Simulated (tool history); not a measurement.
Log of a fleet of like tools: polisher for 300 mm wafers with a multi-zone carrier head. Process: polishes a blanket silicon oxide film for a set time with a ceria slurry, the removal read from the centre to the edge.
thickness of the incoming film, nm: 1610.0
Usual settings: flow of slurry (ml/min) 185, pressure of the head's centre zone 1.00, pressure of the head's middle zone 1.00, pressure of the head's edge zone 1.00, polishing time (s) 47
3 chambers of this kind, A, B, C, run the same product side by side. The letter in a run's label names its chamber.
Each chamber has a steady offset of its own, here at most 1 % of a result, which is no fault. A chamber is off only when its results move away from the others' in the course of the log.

| run | hour | flow of slurry (ml/min) | pressure of the head's centre zone | pressure of the head's middle zone | pressure of the head's edge zone | polishing time (s) | film removed at the wafer's centre (nm) | film removed at mid-radius (nm) | film removed at the wafer's edge (nm) |
|---|---|---|---|---|---|---|---|---|---|
| 1A | 6.9 | 185 | 1.00 | 1.00 | 1.00 | 47 | 193.37 | 194.54 | 195.77 |
| 2C | 13.6 | 185 | 1.00 | 1.00 | 1.00 | 47 | 191.85 | 192.40 | 193.17 |
|  | 16.4 | chamber B: worn pad replaced by a new one |
| 3B | 24.1 | 185 | 1.00 | 1.00 | 1.00 | 47 | 194.33 | 191.13 | 196.39 |
| 4A | 35.8 | 185 | 1.00 | 1.00 | 1.00 | 47 | 192.87 | 194.41 | 195.15 |
|  | 36.3 | chamber A: worn pad replaced by a new one |
|  | 39.6 | chamber C: centre zone pressure recalibrated |
|  | 41.4 | chamber A: slurry nozzle cleaned |
| 5C | 46.0 | 185 | 1.00 | 1.00 | 1.00 | 47 | 193.33 | 193.01 | 190.89 |
| 6B | 55.7 | 185 | 1.00 | 1.00 | 1.00 | 47 | 195.20 | 190.45 | 199.43 |
| 7A | 67.6 | 185 | 1.00 | 1.00 | 1.00 | 47 | 194.44 | 190.63 | 195.07 |
| 8C | 73.8 | 185 | 1.00 | 1.00 | 1.00 | 47 | 192.13 | 193.81 | 193.96 |
|  | 84.0 | chamber B: centre zone pressure recalibrated |
| 9B | 85.2 | 185 | 1.00 | 1.00 | 1.00 | 47 | 190.60 | 194.00 | 191.73 |
| 10B | 90.7 | 185 | 1.00 | 1.00 | 1.00 | 47 | 194.18 | 192.72 | 195.76 |
|  | 92.4 | chamber B: worn pad replaced by a new one |
| 11A | 96.2 | 185 | 1.00 | 1.00 | 1.00 | 47 | 196.96 | 192.02 | 194.13 |
| 12C | 103.5 | 185 | 0.89 | 1.00 | 1.00 | 47 | 168.69 | 192.51 | 193.25 |
| 13A | 114.9 | 185 | 0.89 | 1.00 | 1.00 | 47 | 171.37 | 195.28 | 193.15 |
| 14C | 125.7 | 185 | 0.89 | 1.00 | 1.00 | 47 | 167.38 | 190.74 | 188.66 |
| 15B | 134.2 | 185 | 1.00 | 1.00 | 1.00 | 47 | 192.33 | 194.82 | 199.74 |
|  | 136.4 | chamber A: worn pad replaced by a new one |
| 16A | 144.8 | 185 | 1.00 | 1.00 | 1.00 | 47 | 195.15 | 195.02 | 193.10 |
| 17C | 154.5 | 185 | 1.00 | 1.00 | 1.00 | 47 | 188.97 | 190.13 | 187.22 |
| 18B | 165.4 | 185 | 1.00 | 1.00 | 1.00 | 47 | 197.38 | 192.80 | 195.52 |
| 19C | 174.9 | 185 | 1.00 | 1.00 | 1.00 | 47 | 193.04 | 188.82 | 186.28 |
| 20A | 186.5 | 185 | 1.00 | 1.10 | 1.06 | 47 | 193.43 | 211.51 | 201.41 |
|  | 187.0 | chamber B: worn pad replaced by a new one |
| 21B | 192.7 | 185 | 1.00 | 1.10 | 1.06 | 47 | 197.09 | 212.02 | 199.10 |
| 22C | 202.5 | 185 | 1.00 | 1.10 | 1.06 | 47 | 189.52 | 201.50 | 188.41 |
| 23B | 208.4 | 185 | 1.00 | 1.00 | 1.00 | 47 | 190.41 | 190.94 | 195.83 |
| 24A | 214.3 | 185 | 1.00 | 1.00 | 1.00 | 47 | 194.47 | 196.42 | 192.67 |
| 25B | 224.4 | 185 | 1.00 | 1.00 | 1.00 | 47 | 193.28 | 194.14 | 193.54 |
| 26C | 235.1 | 185 | 1.00 | 1.00 | 1.00 | 47 | 186.07 | 183.38 | 183.47 |
| 27A | 244.1 | 185 | 1.00 | 1.00 | 1.00 | 47 | 191.13 | 193.48 | 194.09 |
|  | 251.9 | chamber A: worn pad replaced by a new one |
| 28A | 252.1 | 185 | 1.00 | 1.00 | 1.00 | 47 | 193.06 | 192.50 | 193.03 |
| 29C | 260.5 | 185 | 1.00 | 1.00 | 1.00 | 47 | 180.57 | 178.09 | 178.91 |
|  | 267.7 | chamber B: worn pad replaced by a new one |
|  | 269.2 | chamber C: slurry nozzle cleaned |
| 30B | 270.8 | 185 | 1.00 | 1.00 | 1.00 | 47 | 189.48 | 191.54 | 194.12 |
|  | 277.3 | chamber C: edge zone pressure recalibrated |
| 31C | 278.5 | 185 | 1.00 | 1.00 | 1.00 | 47 | 181.48 | 180.96 | 177.83 |
| 32B | 285.6 | 185 | 1.00 | 1.00 | 1.00 | 47 | 197.37 | 193.62 | 195.10 |
| 33A | 296.4 | 185 | 1.00 | 0.91 | 1.00 | 47 | 195.90 | 179.15 | 194.31 |
| 34C | 307.0 | 185 | 1.00 | 0.91 | 1.00 | 47 | 185.61 | 163.51 | 178.50 |
| 35A | 316.1 | 185 | 1.00 | 0.91 | 1.00 | 47 | 193.84 | 177.38 | 193.82 |
|  | 317.8 | chamber B: slurry nozzle cleaned |
| 36B | 327.9 | 185 | 1.00 | 1.00 | 1.00 | 47 | 195.32 | 194.39 | 196.32 |
| 37C | 333.8 | 185 | 1.00 | 1.00 | 1.00 | 47 | 178.76 | 176.98 | 175.53 |
| 38A | 341.1 | 185 | 1.00 | 1.00 | 1.00 | 47 | 193.03 | 193.83 | 196.00 |

Is one chamber off against the others, does the gauge drift, or is nothing wrong? If a chamber is off, say which, and what the likeliest cause is.

Chamber C drifts away from the others.
Cause: removal rate lost through wear of the pad, % = 10.1.

Here are 4 candidates for chamber C's next run, each the usual settings with a change, their results left as question marks. Which one brings its results back in line with what the others give on the usual settings?
In line means no further than this from the other chambers' mean on the usual settings: film removed at the wafer's centre (nm) 9.40; film removed at mid-radius (nm) 5.30; film removed at the wafer's edge (nm) 6.60
| 39C-1 | 349.8 | 185 | 1.00 | 0.99 | 1.01 | 49 | ? | ? | ? |
| 39C-2 | 349.8 | 185 | 1.01 | 1.01 | 0.98 | 42 | ? | ? | ? |
| 39C-3 | 349.8 | 185 | 1.00 | 1.00 | 0.99 | 46 | ? | ? | ? |
| 39C-4 | 349.8 | 185 | 0.99 | 0.99 | 1.02 | 52 | ? | ? | ? |

The other chambers' mean on the usual settings: film removed at the wafer's centre (nm) 194.51; film removed at mid-radius (nm) 193.88; film removed at the wafer's edge (nm) 195.23
| run | film removed at the wafer's centre (nm) | film removed at mid-radius (nm) | film removed at the wafer's edge (nm) |
|---|---|---|---|
| 39C-1 | 182.82 | 181.87 | 182.49 |
| 39C-2 | 158.44 | 158.74 | 153.96 |
| 39C-3 | 171.64 | 172.30 | 169.53 |
| 39C-4 | 191.88 | 193.01 | 194.65 |
39C-4 brings the chamber back in line.

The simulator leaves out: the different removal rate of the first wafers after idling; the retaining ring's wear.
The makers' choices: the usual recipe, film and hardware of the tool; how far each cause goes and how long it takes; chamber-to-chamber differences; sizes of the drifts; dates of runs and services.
